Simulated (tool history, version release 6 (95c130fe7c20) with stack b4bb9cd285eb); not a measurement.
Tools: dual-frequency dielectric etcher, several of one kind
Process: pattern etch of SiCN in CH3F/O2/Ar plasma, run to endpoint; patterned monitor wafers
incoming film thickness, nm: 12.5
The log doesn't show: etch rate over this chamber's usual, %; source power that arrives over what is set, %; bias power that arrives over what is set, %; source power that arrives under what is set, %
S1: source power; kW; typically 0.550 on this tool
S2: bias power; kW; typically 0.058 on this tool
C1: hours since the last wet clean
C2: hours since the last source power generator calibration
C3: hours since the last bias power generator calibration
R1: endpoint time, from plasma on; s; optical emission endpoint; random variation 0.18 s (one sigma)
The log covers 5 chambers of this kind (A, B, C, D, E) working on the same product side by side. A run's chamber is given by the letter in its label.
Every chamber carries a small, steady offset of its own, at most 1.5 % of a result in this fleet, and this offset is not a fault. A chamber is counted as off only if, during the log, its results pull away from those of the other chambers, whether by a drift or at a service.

run,hour,S1,S2,C1,C2,C3,R1
1C,13.8,0.550,0.058,276.3,4051.0,835.4,32.226
2B,24.9,0.550,0.058,208.8,1176.6,2481.5,31.603
3E,38.8,0.550,0.058,198.2,1402.4,1940.5,31.998
4A,54.7,0.550,0.058,185.1,2384.8,2681.9,31.408
5D,68.7,0.550,0.058,550.2,3412.4,384.8,31.898
# hour 71.0: chamber D: wet clean of the chamber
6E,83.8,0.500,0.045,243.2,1447.4,1985.5,35.885
7C,91.1,0.500,0.045,353.6,4128.3,912.7,36.268
8D,100.0,0.500,0.045,29.0,3443.7,416.1,35.731
9A,113.2,0.500,0.045,243.6,2443.3,2740.4,35.139
10B,123.5,0.500,0.045,307.4,1275.2,2580.1,35.019
11C,131.0,0.550,0.058,393.5,4168.2,952.6,32.137
# hour 139.6: chamber C: wet clean of the chamber
12A,143.7,0.550,0.058,274.1,2473.8,2770.9,31.625
13E,155.5,0.550,0.058,314.9,1519.1,2057.2,31.638
14D,162.6,0.550,0.058,91.6,3506.3,478.7,31.859
15B,177.7,0.620,0.058,361.6,1329.4,2634.3,30.142
# hour 179.8: chamber A: wet clean of the chamber
16C,188.0,0.620,0.058,48.5,4225.2,1009.6,30.841
17D,200.2,0.620,0.058,129.2,3543.9,516.3,30.213
18A,208.6,0.620,0.058,28.8,2538.7,2835.8,30.077
19E,223.3,0.620,0.058,382.7,1586.9,2125.0,30.068
20B,231.6,0.550,0.058,415.5,1383.3,2688.2,31.308
# hour 243.4: chamber A: bias power generator calibrated
21D,245.5,0.550,0.058,174.5,3589.2,561.6,31.303
22B,254.0,0.550,0.058,437.9,1405.7,2710.6,31.496
23A,266.5,0.550,0.058,86.7,2596.6,23.1,31.333
24E,282.2,0.550,0.058,441.6,1645.8,2183.9,31.745
25C,289.7,0.550,0.058,150.2,4326.9,1111.3,32.035
26C,298.4,0.550,0.058,158.9,4335.6,1120.0,32.167
27B,311.1,0.550,0.058,495.0,1462.8,2767.7,31.556
28D,326.5,0.550,0.058,255.5,3670.2,642.6,31.977
29A,334.7,0.550,0.058,154.9,2664.8,91.3,31.737
30E,346.1,0.550,0.058,505.5,1709.7,2247.8,31.620
31C,357.4,0.550,0.058,217.9,4394.6,1179.0,32.037
32A,372.7,0.550,0.058,192.9,2702.8,129.3,31.631
33B,383.9,0.550,0.058,567.8,1535.6,2840.5,31.547
34D,399.8,0.550,0.058,328.8,3743.5,715.9,31.925
35E,415.2,0.550,0.058,574.6,1778.8,2316.9,31.680
36C,428.0,0.550,0.058,288.5,4465.2,1249.6,32.220

Has any chamber moved away from the others, gradually or after a service, or does the common gauge drift, or do the chambers differ only by their own small steady offsets? State the chamber and the most likely cause if one applies.

Beyond each chamber's small constant offset nothing stands out, and the gauge stays steady.
